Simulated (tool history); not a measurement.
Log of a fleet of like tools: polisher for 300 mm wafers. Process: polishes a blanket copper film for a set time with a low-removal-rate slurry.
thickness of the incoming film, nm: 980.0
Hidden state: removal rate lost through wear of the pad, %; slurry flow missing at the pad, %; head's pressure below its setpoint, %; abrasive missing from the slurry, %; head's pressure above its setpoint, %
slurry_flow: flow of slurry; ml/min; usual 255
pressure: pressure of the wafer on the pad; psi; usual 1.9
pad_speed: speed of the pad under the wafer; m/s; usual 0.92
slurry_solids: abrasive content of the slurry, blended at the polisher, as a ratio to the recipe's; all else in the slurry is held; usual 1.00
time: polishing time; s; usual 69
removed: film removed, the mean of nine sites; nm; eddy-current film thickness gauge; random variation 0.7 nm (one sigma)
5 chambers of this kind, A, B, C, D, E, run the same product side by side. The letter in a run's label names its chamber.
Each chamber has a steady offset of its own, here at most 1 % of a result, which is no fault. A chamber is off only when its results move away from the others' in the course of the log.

run   hour  slurry_flow  pressure  pad_speed  slurry_solids  time  wafers polished on this pad  hours since the slurry nozzle was cleaned  hours since the head pressure was calibrated  hours since the slurry blender was calibrated  removed
 1C    4.9          255       1.9       0.92           1.00    69                          862                                      224.8                                         976.5                                           54.2  117.420
       8.6  -- chamber E: worn pad replaced by a new one
 2E    9.9          255       1.9       0.92           1.00    69                            8                                      212.9                                         163.7                                           63.5  116.380
      16.1  -- chamber D: worn pad replaced by a new one
 3D   16.8          255       1.9       0.92           1.00    69                            4                                      277.1                                         418.7                                          181.5  116.820
 4A   22.1          255       1.9       0.92           1.00    69                          448                                      538.7                                        1286.5                                          356.1  116.070
 5B   28.7          255       1.9       0.92           1.00    69                         1218                                      119.7                                        1158.5                                          201.2  116.690
      34.7  -- chamber C: slurry nozzle cleaned
 6B   36.0          255       1.9       0.92           1.00    69                         1261                                      127.0                                        1165.8                                          208.5  115.780
 7D   39.4          255       1.9       0.92           1.00    69                          137                                      299.7                                         441.3                                          204.1  117.430
 8A   43.2          255       2.3       0.92           1.00    69                          572                                      559.8                                        1307.6                                          377.2  141.740
      46.3  -- chamber B: worn pad replaced by a new one
 9C   50.4          255       2.3       0.92           1.00    69                         1129                                       15.7                                        1022.0                                           99.7  143.300
10E   55.0          255       2.3       0.92           1.00    69                          273                                      258.0                                         208.8                                          108.6  141.320
      59.9  -- chamber C: worn pad replaced by a new one
      60.3  -- chamber B: head pressure recalibrated
11B   61.3          255       2.3       0.92           1.00    69                           88                                      152.3                                           1.0                                          233.8  139.810
12D   64.8          255       2.3       0.92           1.00    69                          286                                      325.1                                         466.7                                          229.5  143.320
13C   70.1          255       1.9       0.92           1.00    69                           60                                       35.4                                        1041.7                                          119.4  117.320
      70.6  -- chamber C: slurry blender recalibrated
14E   73.5          255       1.9       0.92           1.00    69                          382                                      276.5                                         227.3                                          127.1  117.860
      76.1  -- chamber A: worn pad replaced by a new one
15A   79.2          255       1.9       0.92           1.00    69                           18                                      595.8                                        1343.6                                          413.2  116.290
16B   85.3          255       1.9       0.92           1.00    69                          229                                      176.3                                          25.0                                          257.8  116.430
      87.7  -- chamber C: head pressure recalibrated
17D   90.4          255       1.9       0.92           1.00    69                          437                                      350.7                                         492.3                                          255.1  116.430
      90.9  -- chamber A: head pressure recalibrated
18E   94.9          255       1.9       0.72           1.15    69                          508                                      297.9                                         248.7                                          148.5   93.916
19C   98.3          255       1.9       0.72           1.15    69                          226                                       63.6                                          10.7                                           27.7   88.709
20A  103.8          255       1.9       0.72           1.15    69                          163                                      620.4                                          13.0                                          437.8   93.950
21E  109.5          255       1.9       0.72           1.15    69                          594                                      312.5                                         263.3                                          163.1   93.539
22A  113.6          255       1.9       0.72           1.15    69                          221                                      630.2                                          22.8                                          447.6   94.002
23B  119.9          255       1.9       0.92           1.00    69                          433                                      210.9                                          59.6                                          292.4  116.740
     120.8  -- chamber A: slurry blender recalibrated
24D  124.6          255       1.9       0.92           1.00    69                          638                                      384.9                                         526.5                                          289.3  116.430
25C  131.4          255       1.9       0.92           1.00    69                          421                                       96.7                                          43.8                                           60.8  109.520
26D  138.9          255       1.9       0.92           1.00    57                          722                                      399.2                                         540.8                                          303.6   95.908
27B  142.3          255       1.9       0.92           1.00    57                          564                                      233.3                                          82.0                                          314.8   96.722
     145.3  -- chamber E: worn pad replaced by a new one
28A  146.8          255       1.9       0.92           1.00    57                          416                                      663.4                                          56.0                                           26.0   97.048
     146.9  -- chamber B: slurry blender recalibrated
29C  152.2          255       1.9       0.92           1.00    57                          543                                      117.5                                          64.6                                           81.6   90.572
30E  157.8          255       1.9       0.92           1.00    57                           73                                      360.8                                         311.6                                          211.4   95.772
     158.9  -- chamber D: head pressure recalibrated
31A  165.4          255       1.9       0.92           1.15    69                          525                                      682.0                                          74.6                                           44.6  119.520
32E  170.8          255       1.9       0.92           1.15    69                          150                                      373.8                                         324.6                                          224.4  119.110
     173.4  -- chamber D: slurry blender recalibrated
     174.1  -- chamber E: slurry nozzle cleaned
33B  176.9          255       1.9       0.92           1.15    69                          768                                      267.9                                         116.6                                           30.0  121.010
34C  181.4          255       1.9       0.92           1.15    69                          715                                      146.7                                          93.8                                          110.8  112.940
     181.6  -- chamber C: slurry blender recalibrated
35D  185.9          255       1.9       0.92           1.15    69                          999                                      446.2                                          27.0                                           12.5  119.980
36C  191.0          255       1.9       0.92           1.00    69                          771                                      156.3                                         103.4                                            9.5  108.860
     192.4  -- chamber A: worn pad replaced by a new one
37E  197.9          255       1.9       0.92           1.00    69                          309                                       23.8                                         351.7                                          251.5  115.620
38D  203.1          255       1.9       0.92           1.00    69                         1100                                      463.4                                          44.2                                           29.7  116.650
39B  209.4          255       1.9       0.92           0.90    78                          959                                      300.4                                         149.1                                           62.5  128.270
     210.7  -- chamber D: worn pad replaced by a new one
40A  213.9          255       1.9       0.92           0.90    78                          126                                      730.5                                         123.1                                           93.1  127.490
41C  219.4          255       1.9       0.92           0.90    78                          939                                      184.7                                         131.8                                           37.9  119.430
42D  225.1          255       1.9       0.92           0.90    78                           85                                      485.4                                          66.2                                           51.7  128.190

What goes on in this fleet: one chamber off, a drifting gauge, or nothing beyond the chambers' own small offsets? Name the chamber and the cause, if any.

A service left chamber C off against the others.
Cause: head's pressure below its setpoint, % = 6.56.

Here are 4 candidates for chamber C's next run, each the usual settings with a change, their results left as question marks. Which one brings its results back in line with what the others give on the usual settings?
In line means no further than this from the other chambers' mean on the usual settings: removed 2.500 nm
43C-1  230.6          295       1.9       0.92           1.25    69                                                                                                                                                                             ?
43C-2  230.6          255       1.8       0.88           1.00    69                                                                                                                                                                             ?
43C-3  230.6          255       2.0       0.94           1.00    71                                                                                                                                                                             ?
43C-4  230.6          255       1.9       0.92           1.00    65                                                                                                                                                                             ?

The other chambers' mean on the usual settings: removed 116.320 nm
  run  removed
43C-1  116.610
43C-2   99.051
43C-3  121.060
43C-4  103.030
43C-1 brings the chamber back in line.

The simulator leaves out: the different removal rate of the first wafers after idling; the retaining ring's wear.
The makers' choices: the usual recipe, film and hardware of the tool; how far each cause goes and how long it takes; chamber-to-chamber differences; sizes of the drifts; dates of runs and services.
